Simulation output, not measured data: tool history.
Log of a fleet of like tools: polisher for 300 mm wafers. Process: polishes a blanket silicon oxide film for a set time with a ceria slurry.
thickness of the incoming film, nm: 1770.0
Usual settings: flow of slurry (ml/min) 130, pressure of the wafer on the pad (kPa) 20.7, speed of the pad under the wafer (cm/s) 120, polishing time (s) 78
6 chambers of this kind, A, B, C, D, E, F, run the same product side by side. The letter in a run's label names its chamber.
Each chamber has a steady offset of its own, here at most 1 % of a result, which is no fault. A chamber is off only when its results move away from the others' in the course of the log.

run,hour,flow of slurry (ml/min),pressure of the wafer on the pad (kPa),speed of the pad under the wafer (cm/s),polishing time (s),wafers polished on this pad,hours since the slurry nozzle was cleaned,hours since the head pressure was calibrated,film removed (nm)
1E,6.3,130,20.7,120,78,845,306.3,839.9,354.24
2A,9.8,130,20.7,120,78,418,498.1,1310.4,347.08
# hour 12.3: chamber E: worn pad replaced by a new one
3D,15.9,130,20.7,120,78,662,27.1,104,359.26
4F,22,130,20.7,120,78,938,111.5,222.6,353.91
5C,25.4,130,20.7,120,78,1013,377.8,402.6,348.03
# hour 30.2: chamber E: head pressure recalibrated
6B,31.3,130,20.7,120,78,886,145.2,457.8,352.86
7A,35.5,130,20.7,120,78,696,523.8,1336.1,351.7
# hour 39.1: chamber D: worn pad replaced by a new one
8F,40.7,130,20.7,120,78,1140,130.2,241.3,354.26
# hour 40.9: chamber A: worn pad replaced by a new one
9B,45,170,15.2,120,78,1034,158.9,471.5,267.63
# hour 48.8: chamber C: worn pad replaced by a new one
# hour 51.5: chamber B: worn pad replaced by a new one
10D,51.5,170,15.2,120,78,134,62.7,139.6,273.42
11E,57,170,15.2,120,78,483,357,26.9,269.04
12C,60.2,170,15.2,120,78,123,412.6,437.4,269.56
13D,66.3,170,15.2,120,78,294,77.5,154.4,270.58
14B,69.5,170,15.2,120,78,195,183.4,496,267.75
# hour 72.2: chamber F: worn pad replaced by a new one
15C,74.8,130,20.7,86,68,281,427.2,452,219.35
16E,78.3,130,20.7,86,68,713,378.3,48.2,220.97
17A,82.2,130,20.7,86,68,446,570.5,1382.8,220.19
18F,88,130,20.7,86,68,171,177.5,288.6,219.65
# hour 89.5: chamber A: head pressure recalibrated
19C,93.5,130,20.7,86,68,483,445.9,470.7,220.5
20B,98.1,130,20.7,86,68,503,212,524.6,217.32
21E,104.3,130,15.9,120,78,994,404.3,74.2,264.67
# hour 106.4: chamber A: worn pad replaced by a new one
# hour 106.4: chamber E: worn pad replaced by a new one
22D,111.2,130,15.9,120,78,779,122.4,199.3,268.23
23A,117.1,130,15.9,120,78,115,605.4,27.6,289.36
# hour 117.5: chamber F: head pressure recalibrated
24F,121.2,130,15.9,120,78,530,210.7,3.7,270.75
25B,125.1,130,15.9,120,78,795,239,551.6,268.97
26F,130.1,130,15.9,120,78,626,219.6,12.6,270.61
# hour 133.1: chamber D: worn pad replaced by a new one
27C,135.6,170,20.7,120,78,938,488,512.8,363.21
28E,142.1,170,20.7,120,78,386,442.1,112,367.84
29A,148.7,170,20.7,120,78,457,637,59.2,389.49
30D,155.8,170,20.7,120,78,245,167,243.9,374.4
31F,160,170,20.7,120,78,949,249.5,42.5,366.44
# hour 162: chamber A: worn pad replaced by a new one
32D,164.9,170,20.7,120,78,344,176.1,253,370.83
# hour 165.5: chamber B: worn pad replaced by a new one
# hour 166.9: chamber A: slurry nozzle cleaned
33B,170.1,130,20.7,120,78,49,284,596.6,351.26
# hour 172.3: chamber C: worn pad replaced by a new one
# hour 173: chamber D: head pressure recalibrated
34E,174.1,130,20.7,120,78,731,474.1,144,351.77
35C,179.2,130,20.7,120,78,75,531.6,556.4,346.19
36A,185.7,130,20.7,120,78,256,18.8,96.2,376.61
37B,188.8,130,20.7,120,78,251,302.7,615.3,346.53
38D,193.4,130,20.7,120,78,651,204.6,20.5,358.2
39F,197.5,130,20.7,120,78,1354,287,80,350.01

Next, every chamber runs the same settings. What will each give?
40A,202.6,130,20.7,120,78,,,,?
40B,202.6,130,20.7,120,78,,,,?
40C,202.6,130,20.7,120,78,,,,?
40D,202.6,130,20.7,120,78,,,,?
40E,202.6,130,20.7,120,78,,,,?
40F,202.6,130,20.7,120,78,,,,?

run,film removed (nm)
40A,375.32
40B,350.17
40C,348.51
40D,350.86
40E,353.48
40F,348.2

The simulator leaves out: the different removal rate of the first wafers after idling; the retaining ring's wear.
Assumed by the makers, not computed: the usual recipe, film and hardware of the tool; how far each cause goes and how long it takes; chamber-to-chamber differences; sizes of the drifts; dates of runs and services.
